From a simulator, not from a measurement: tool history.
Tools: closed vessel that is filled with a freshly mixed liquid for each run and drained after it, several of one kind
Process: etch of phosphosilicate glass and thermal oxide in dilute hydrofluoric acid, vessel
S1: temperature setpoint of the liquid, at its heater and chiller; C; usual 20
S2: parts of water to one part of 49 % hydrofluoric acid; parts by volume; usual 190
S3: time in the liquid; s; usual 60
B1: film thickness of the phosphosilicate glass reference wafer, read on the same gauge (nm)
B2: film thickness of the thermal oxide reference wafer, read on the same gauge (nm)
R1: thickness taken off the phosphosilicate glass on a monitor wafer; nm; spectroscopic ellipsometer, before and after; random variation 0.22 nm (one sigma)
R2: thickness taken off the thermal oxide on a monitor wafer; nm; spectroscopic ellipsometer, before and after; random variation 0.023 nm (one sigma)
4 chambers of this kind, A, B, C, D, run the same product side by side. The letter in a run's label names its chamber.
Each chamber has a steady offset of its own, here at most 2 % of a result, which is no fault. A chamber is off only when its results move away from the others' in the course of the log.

| run | hour | S1 | S2 | S3 | B1 | B2 | R1 | R2 |
|---|---|---|---|---|---|---|---|---|
| 1B | 5.7 | 20 | 190 | 60 | 30.029 | 150.02 | 48.994 | 1.1312 |
| 2A | 12.6 | 20 | 190 | 60 | 30.01 | 150 | 48.731 | 1.1107 |
| 3D | 17 | 20 | 190 | 60 | 30.006 | 150 | 48.922 | 1.1299 |
| 4C | 22.7 | 20 | 190 | 60 | 29.983 | 149.99 | 49.036 | 1.0914 |
| 5C | 27.5 | 20 | 190 | 60 | 30.026 | 149.99 | 48.806 | 1.0804 |
| 6D | 32.2 | 20 | 190 | 60 | 30.009 | 150.01 | 48.883 | 1.0984 |
| 7A | 38.9 | 20 | 190 | 60 | 30.011 | 149.99 | 48.315 | 1.1239 |
| 8B | 46.9 | 20 | 190 | 60 | 30.006 | 150 | 48.744 | 1.1405 |
| 9C | 51.5 | 20 | 190 | 60 | 29.984 | 149.99 | 49.377 | 1.1117 |
| 10D | 55.8 | 20 | 155 | 60 | 29.994 | 149.99 | 62.542 | 1.3708 |
| 11B | 60.2 | 20 | 155 | 60 | 29.993 | 149.98 | 61.668 | 1.3998 |
| 12A | 66.5 | 20 | 155 | 60 | 29.988 | 150.02 | 61.747 | 1.4469 |
| 13C | 71.3 | 20 | 155 | 60 | 29.979 | 150 | 62.709 | 1.4369 |
| 14B | 76.4 | 20 | 190 | 60 | 30.011 | 150.01 | 48.999 | 1.1119 |
| 15D | 82.5 | 20 | 190 | 60 | 30.017 | 150.01 | 49.023 | 1.1231 |
| 16A | 87.6 | 20 | 190 | 60 | 29.978 | 149.98 | 48.993 | 1.1326 |
| 17B | 93 | 20 | 190 | 60 | 29.952 | 150 | 48.848 | 1.1417 |
| 18C | 97.1 | 20 | 190 | 60 | 30.006 | 150.01 | 49.012 | 1.1186 |
| 19A | 103.8 | 20 | 190 | 60 | 30.033 | 149.99 | 48.458 | 1.0973 |
| 20D | 112.1 | 20 | 190 | 60 | 30.002 | 149.97 | 49.058 | 1.126 |
| 21B | 118.2 | 20 | 190 | 60 | 30.015 | 149.99 | 48.951 | 1.1131 |
| 22C | 123.8 | 24 | 270 | 60 | 30.009 | 150.02 | 37.067 | 0.82112 |
|  | 130.2 | chamber A: thermometer replaced |
| 23D | 130.6 | 24 | 270 | 60 | 30.022 | 150 | 37.026 | 0.8272 |
| 24A | 136.2 | 24 | 270 | 60 | 30.009 | 149.99 | 36.401 | 0.81943 |
| 25A | 145 | 24 | 270 | 60 | 30.034 | 149.97 | 36.578 | 0.83203 |
| 26B | 152.8 | 20 | 190 | 60 | 30.009 | 149.97 | 48.594 | 1.0936 |
| 27C | 158.6 | 20 | 190 | 60 | 29.974 | 150 | 49.174 | 1.1022 |
| 28D | 164.2 | 17 | 190 | 60 | 29.999 | 149.98 | 43.466 | 0.99962 |

All 4 chambers run these settings next. Forecast each chamber's results:
| 29A | 170.7 | 20 | 190 | 60 |  |  | ? | ? |
| 29B | 170.7 | 20 | 190 | 60 |  |  | ? | ? |
| 29C | 170.7 | 20 | 190 | 60 |  |  | ? | ? |
| 29D | 170.7 | 20 | 190 | 60 |  |  | ? | ? |

| run | R1 | R2 |
|---|---|---|
| 29A | 48.393 | 1.0994 |
| 29B | 48.656 | 1.1209 |
| 29C | 49.173 | 1.0945 |
| 29D | 48.846 | 1.1534 |

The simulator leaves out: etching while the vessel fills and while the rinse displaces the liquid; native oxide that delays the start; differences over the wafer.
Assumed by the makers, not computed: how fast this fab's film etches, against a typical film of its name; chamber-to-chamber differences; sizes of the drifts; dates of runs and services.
